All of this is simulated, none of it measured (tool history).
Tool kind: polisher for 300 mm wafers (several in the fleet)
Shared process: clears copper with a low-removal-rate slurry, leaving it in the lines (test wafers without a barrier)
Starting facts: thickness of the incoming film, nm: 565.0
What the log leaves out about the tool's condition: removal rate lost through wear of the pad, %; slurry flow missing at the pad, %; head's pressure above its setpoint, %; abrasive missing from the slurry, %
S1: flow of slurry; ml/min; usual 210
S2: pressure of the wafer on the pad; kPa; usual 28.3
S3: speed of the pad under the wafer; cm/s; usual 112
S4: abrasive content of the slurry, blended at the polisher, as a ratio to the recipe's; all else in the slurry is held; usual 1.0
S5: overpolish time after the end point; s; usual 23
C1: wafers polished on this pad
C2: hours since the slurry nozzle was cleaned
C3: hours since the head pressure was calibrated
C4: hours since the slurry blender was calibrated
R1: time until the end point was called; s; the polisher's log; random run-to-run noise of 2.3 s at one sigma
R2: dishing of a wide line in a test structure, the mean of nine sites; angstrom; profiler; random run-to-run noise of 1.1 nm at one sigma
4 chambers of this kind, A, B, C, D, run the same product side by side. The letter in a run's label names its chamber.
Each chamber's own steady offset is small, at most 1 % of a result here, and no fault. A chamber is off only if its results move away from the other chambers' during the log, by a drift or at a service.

run   hour   S1    S2   S3   S4  S5    C1     C2      C3     C4      R1      R2
       6.7  -- chamber C: worn pad replaced by a new one
 1A    6.9  210  28.3  112  1.0  23    83  721.8   966.5   46.6  126.35  661.10
 2D   12.3  210  28.3  112  1.0  23   705  340.0   460.4   74.0  122.76  684.49
 3B   16.6  210  28.3  112  1.0  23   650   75.4   495.4  120.2  122.01  660.73
 4C   19.7  210  28.3  112  1.0  23    87  218.0   347.4  191.8  125.05  671.82
 5C   25.6  210  28.3   92  1.0  32   126  223.9   353.3  197.7  149.72  739.45
 6D   29.3  210  28.3   92  1.0  32   819  357.0   477.4   91.0  151.03  749.00
 7A   34.1  210  28.3   92  1.0  32   265  749.0   993.7   73.8  153.14  735.53
 8B   39.7  210  28.3   92  1.0  32   804   98.5   518.5  143.3  146.90  715.67
 9D   46.6  210  28.3  112  1.0  23   935  374.3   494.7  108.3  122.96  650.87
10A   49.7  210  28.3  112  1.0  23   369  764.6  1009.3   89.4  125.35  676.05
11B   56.4  210  28.3  112  1.0  23   916  115.2   535.2  160.0  126.75  657.18
12C   60.1  210  28.3  112  1.0  23   358  258.4   387.8  232.2  126.23  678.52
13B   65.7  210  28.3  112  1.0  23   978  124.5   544.5  169.3  124.97  647.53
      66.3  -- chamber B: slurry blender recalibrated
14D   70.0  210  28.3  112  1.0  23  1092  397.7   518.1  131.7  125.07  677.23
      74.1  -- chamber A: slurry blender recalibrated
15A   75.9  210  28.3  112  1.0  23   545  790.8  1035.5    1.9  128.00  666.98
16C   79.2  210  28.3  112  1.0  23   485  277.5   406.9  251.3  121.00  677.06
17C   85.1  210  28.3  112  1.0  23   525  283.4   412.8  257.2  122.28  658.43
      85.5  -- chamber C: worn pad replaced by a new one
      89.2  -- chamber A: worn pad replaced by a new one
18D   91.2  145  28.3  112  1.0  11  1234  418.9   539.3  152.9  132.35  327.44
      94.2  -- chamber A: slurry nozzle cleaned
19B   97.0  145  28.3  112  1.0  11  1188  155.8   575.8   30.7  127.79  341.56
20A  100.2  145  28.3  112  1.0  11    73    6.0  1059.8   26.2  133.45  327.73
21B  106.5  145  28.3  112  1.0  11  1252  165.3   585.3   40.2  125.94  339.36
22D  110.1  210  28.3  112  1.0  23  1360  437.8   558.2  171.8  131.54  668.71
     111.9  -- chamber B: worn pad replaced by a new one
23A  116.5  210  28.3  112  1.0  23   182   22.3  1076.1   42.5  125.03  667.18
24C  119.8  210  28.3  112  1.0  23   230  318.1   447.5  291.9  127.67  670.02
25A  125.1  285  28.3  112  1.0  23   240   30.9  1084.7   51.1  121.64  702.85
26C  130.3  285  28.3  112  1.0  23   300  328.6   458.0  302.4  122.30  678.56
27B  135.0  285  28.3  112  1.0  23   155  193.8   613.8   68.7  118.14  669.55
28D  141.5  285  28.3  112  1.0  23  1570  469.2   589.6  203.2  129.60  669.59
29A  145.2  210  28.3  112  1.0  23   375   51.0  1104.8   71.2  121.08  669.37
30D  152.2  210  28.3  112  1.0  23  1642  479.9   600.3  213.9  135.90  638.72
31C  157.8  210  28.3  112  1.0  23   484  356.1   485.5  329.9  128.50  668.84
     160.6  -- chamber C: slurry nozzle cleaned
32B  163.8  210  28.3  112  1.0  23   348  222.6   642.6   97.5  124.84  668.97
33B  167.5  210  28.3  112  1.0  23   372  226.3   646.3  101.2  128.38  664.45
     171.1  -- chamber A: slurry blender recalibrated
34A  172.0  210  21.4  112  1.3  23   554   77.8  1131.6    0.9  155.07  552.36
     176.4  -- chamber A: worn pad replaced by a new one
35C  177.5  210  21.4  112  1.3  23   616   16.9   505.2  349.6  155.33  549.11
     181.9  -- chamber C: worn pad replaced by a new one
36D  184.5  210  21.4  112  1.3  23  1859  512.2   632.6  246.2  165.54  497.14
37D  188.9  210  21.4  112  1.3  23  1888  516.6   637.0  250.6  169.40  513.00
38C  193.3  210  28.3  112  1.0  23    76   32.7   521.0  365.4  123.75  667.88
39B  198.6  210  28.3  112  1.0  23   581  257.4   677.4  132.3  125.87  665.15
40A  204.2  210  28.3  112  1.0  23   186  110.0  1163.8   33.1  127.65  646.90
41B  207.7  210  28.3  112  1.0  23   642  266.5   686.5  141.4  124.62  654.05
     208.0  -- chamber A: head pressure recalibrated
42A  211.4  210  28.3  112  1.0  23   235  117.2     3.5   40.3  122.47  682.19

Next, every chamber runs the same settings. What will each give?
43A  216.5  210  28.3  112  1.0  23                   ?   ?
43B  216.5  210  28.3  112  1.0  23                   ?   ?
43C  216.5  210  28.3  112  1.0  23                   ?   ?
43D  216.5  210  28.3  112  1.0  23                   ?   ?

run      R1      R2
43A  123.92  674.41
43B  123.99  664.70
43C  121.46  671.09
43D  138.99  604.85
